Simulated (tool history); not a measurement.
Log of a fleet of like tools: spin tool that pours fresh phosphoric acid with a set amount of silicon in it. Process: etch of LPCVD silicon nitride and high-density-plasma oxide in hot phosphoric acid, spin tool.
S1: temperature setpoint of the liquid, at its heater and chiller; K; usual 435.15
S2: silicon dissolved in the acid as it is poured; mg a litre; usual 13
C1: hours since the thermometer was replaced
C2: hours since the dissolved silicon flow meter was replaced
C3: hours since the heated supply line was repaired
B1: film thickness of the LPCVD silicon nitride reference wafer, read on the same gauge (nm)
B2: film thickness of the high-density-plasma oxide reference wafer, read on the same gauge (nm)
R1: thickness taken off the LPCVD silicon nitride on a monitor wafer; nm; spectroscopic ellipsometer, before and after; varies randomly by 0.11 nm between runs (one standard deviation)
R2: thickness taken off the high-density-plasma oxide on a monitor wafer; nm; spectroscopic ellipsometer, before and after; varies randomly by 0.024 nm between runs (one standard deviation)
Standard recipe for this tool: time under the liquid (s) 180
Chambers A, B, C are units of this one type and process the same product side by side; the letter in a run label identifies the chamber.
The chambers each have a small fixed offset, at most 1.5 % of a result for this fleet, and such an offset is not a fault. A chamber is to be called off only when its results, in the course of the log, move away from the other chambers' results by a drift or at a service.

run 1C day=0.246 | S1=435.15 S2=13 time_under_the_liquid_(s)=180 | C1=881.9 C2=136.9 C3=1880.8 | B1=59.993 B2=70.018 | R1=16.586 R2=0.91661
run 2A day=0.567 | S1=435.15 S2=13 time_under_the_liquid_(s)=180 | C1=939.3 C2=326.2 C3=1872.3 | B1=59.974 B2=69.989 | R1=16.955 R2=0.83741
run 3B day=0.912 | S1=435.15 S2=13 time_under_the_liquid_(s)=180 | C1=363.4 C2=249.9 C3=902.9 | B1=60.006 B2=70.021 | R1=16.711 R2=0.91056
-- day=1.221 chamber B: heated supply line repaired
run 4C day=1.238 | S1=435.15 S2=13 time_under_the_liquid_(s)=180 | C1=905.7 C2=160.7 C3=1904.6 | B1=59.995 B2=69.994 | R1=16.627 R2=0.91117
run 5A day=1.592 | S1=435.15 S2=13 time_under_the_liquid_(s)=180 | C1=963.9 C2=350.8 C3=1896.9 | B1=59.963 B2=70.043 | R1=16.683 R2=0.84588
run 6B day=1.821 | S1=435.15 S2=13 time_under_the_liquid_(s)=180 | C1=385.2 C2=271.7 C3=14.5 | B1=60.005 B2=69.974 | R1=16.678 R2=0.91413
run 7C day=2.062 | S1=435.15 S2=4.5 time_under_the_liquid_(s)=255 | C1=925.5 C2=180.5 C3=1924.4 | B1=60.004 B2=70.012 | R1=23.635 R2=1.5591
run 8A day=2.292 | S1=435.15 S2=4.5 time_under_the_liquid_(s)=255 | C1=980.7 C2=367.6 C3=1913.7 | B1=60.03 B2=69.995 | R1=23.77 R2=1.5429
run 9B day=2.517 | S1=435.15 S2=4.5 time_under_the_liquid_(s)=255 | C1=401.9 C2=288.4 C3=31.2 | B1=59.993 B2=69.992 | R1=23.578 R2=1.5276
run 10A day=2.867 | S1=435.15 S2=13 time_under_the_liquid_(s)=180 | C1=994.5 C2=381.4 C3=1927.5 | B1=60.001 B2=69.995 | R1=16.87 R2=0.87527
run 11B day=3.179 | S1=435.15 S2=13 time_under_the_liquid_(s)=180 | C1=417.8 C2=304.3 C3=47.1 | B1=60.03 B2=70.016 | R1=16.537 R2=0.88264
run 12C day=3.45 | S1=435.15 S2=13 time_under_the_liquid_(s)=180 | C1=958.8 C2=213.8 C3=1957.7 | B1=59.998 B2=70.005 | R1=16.661 R2=0.91297
run 13B day=3.629 | S1=435.15 S2=13 time_under_the_liquid_(s)=180 | C1=428.6 C2=315.1 C3=57.9 | B1=59.993 B2=70.025 | R1=16.624 R2=0.91453
run 14C day=3.862 | S1=435.15 S2=13 time_under_the_liquid_(s)=180 | C1=968.7 C2=223.7 C3=1967.6 | B1=60.01 B2=69.998 | R1=16.625 R2=0.87888
run 15A day=4.038 | S1=435.15 S2=13 time_under_the_liquid_(s)=180 | C1=1022.6 C2=409.5 C3=1955.6 | B1=60 B2=70.001 | R1=16.933 R2=0.86584
run 16B day=4.375 | S1=435.15 S2=13 time_under_the_liquid_(s)=180 | C1=446.5 C2=333 C3=75.8 | B1=60.025 B2=70.009 | R1=16.563 R2=0.90994
run 17C day=4.721 | S1=435.15 S2=13 time_under_the_liquid_(s)=180 | C1=989.3 C2=244.3 C3=1988.2 | B1=59.99 B2=69.999 | R1=16.879 R2=0.91396
run 18A day=4.929 | S1=435.15 S2=13 time_under_the_liquid_(s)=180 | C1=1044 C2=430.9 C3=1977 | B1=59.983 B2=69.99 | R1=16.87 R2=0.8784
run 19C day=5.225 | S1=435.15 S2=13 time_under_the_liquid_(s)=180 | C1=1001.4 C2=256.4 C3=2000.3 | B1=59.98 B2=69.989 | R1=16.584 R2=0.89262
run 20B day=5.525 | S1=432.65 S2=5 time_under_the_liquid_(s)=180 | C1=474.1 C2=360.6 C3=103.4 | B1=60.015 B2=70.015 | R1=15.317 R2=0.90865
run 21A day=5.729 | S1=432.65 S2=5 time_under_the_liquid_(s)=180 | C1=1063.2 C2=450.1 C3=1996.2 | B1=60.033 B2=70.012 | R1=15.628 R2=0.8869
run 22A day=6.067 | S1=432.65 S2=5 time_under_the_liquid_(s)=180 | C1=1071.3 C2=458.2 C3=2004.3 | B1=60.017 B2=69.998 | R1=15.435 R2=0.88792
run 23B day=6.342 | S1=435.15 S2=13 time_under_the_liquid_(s)=180 | C1=493.7 C2=380.2 C3=123 | B1=60.001 B2=69.991 | R1=16.802 R2=0.90739
run 24C day=6.688 | S1=435.15 S2=13 time_under_the_liquid_(s)=180 | C1=1036.5 C2=291.5 C3=2035.4 | B1=59.992 B2=69.997 | R1=16.652 R2=0.87548
-- day=6.946 chamber A: heated supply line repaired
run 25A day=6.983 | S1=435.15 S2=13 time_under_the_liquid_(s)=180 | C1=1093.3 C2=480.2 C3=0.9 | B1=60.013 B2=69.999 | R1=16.958 R2=0.84471
run 26B day=7.175 | S1=435.15 S2=13 time_under_the_liquid_(s)=180 | C1=513.7 C2=400.2 C3=143 | B1=60.004 B2=69.947 | R1=16.713 R2=0.89873
run 27C day=7.362 | S1=435.15 S2=13 time_under_the_liquid_(s)=180 | C1=1052.7 C2=307.7 C3=2051.6 | B1=60.01 B2=70.007 | R1=16.922 R2=0.87381
run 28C day=7.546 | S1=435.15 S2=13 time_under_the_liquid_(s)=180 | C1=1057.1 C2=312.1 C3=2056 | B1=60.004 B2=69.99 | R1=16.623 R2=0.90891
run 29A day=7.767 | S1=435.15 S2=13 time_under_the_liquid_(s)=180 | C1=1112.1 C2=499 C3=19.7 | B1=59.999 B2=70.002 | R1=16.92 R2=0.85425
run 30B day=8.004 | S1=435.15 S2=13 time_under_the_liquid_(s)=180 | C1=533.6 C2=420.1 C3=162.9 | B1=59.998 B2=69.992 | R1=16.747 R2=0.92164
run 31A day=8.238 | S1=435.15 S2=13 time_under_the_liquid_(s)=180 | C1=1123.4 C2=510.3 C3=31 | B1=60.011 B2=70.008 | R1=16.916 R2=0.88946
run 32B day=8.512 | S1=435.15 S2=13 time_under_the_liquid_(s)=180 | C1=545.8 C2=432.3 C3=175.1 | B1=59.985 B2=70.023 | R1=16.717 R2=0.85107
run 33C day=8.842 | S1=435.15 S2=13 time_under_the_liquid_(s)=180 | C1=1088.2 C2=343.2 C3=2087.1 | B1=60.025 B2=69.985 | R1=16.571 R2=0.94378
run 34B day=9.012 | S1=435.15 S2=16.5 time_under_the_liquid_(s)=135 | C1=557.8 C2=444.3 C3=187.1 | B1=59.983 B2=70.002 | R1=12.397 R2=0.6294
run 35A day=9.292 | S1=435.15 S2=16.5 time_under_the_liquid_(s)=135 | C1=1148.7 C2=535.6 C3=56.3 | B1=59.982 B2=69.972 | R1=12.625 R2=0.60874
run 36C day=9.638 | S1=435.15 S2=16.5 time_under_the_liquid_(s)=135 | C1=1107.3 C2=362.3 C3=2106.2 | B1=59.995 B2=69.986 | R1=12.527 R2=0.595

Next, all 3 chambers run the settings below, one line each with question marks for the results. What does each chamber give?
run 37A day=9.896 | S1=435.15 S2=13 time_under_the_liquid_(s)=130 | R1=? R2=?
run 37B day=9.896 | S1=435.15 S2=13 time_under_the_liquid_(s)=130 | R1=? R2=?
run 37C day=9.896 | S1=435.15 S2=13 time_under_the_liquid_(s)=130 | R1=? R2=?

run=37A R1=12.266 R2=0.617
run=37B R1=12.04 R2=0.66183
run=37C R1=12.144 R2=0.66944
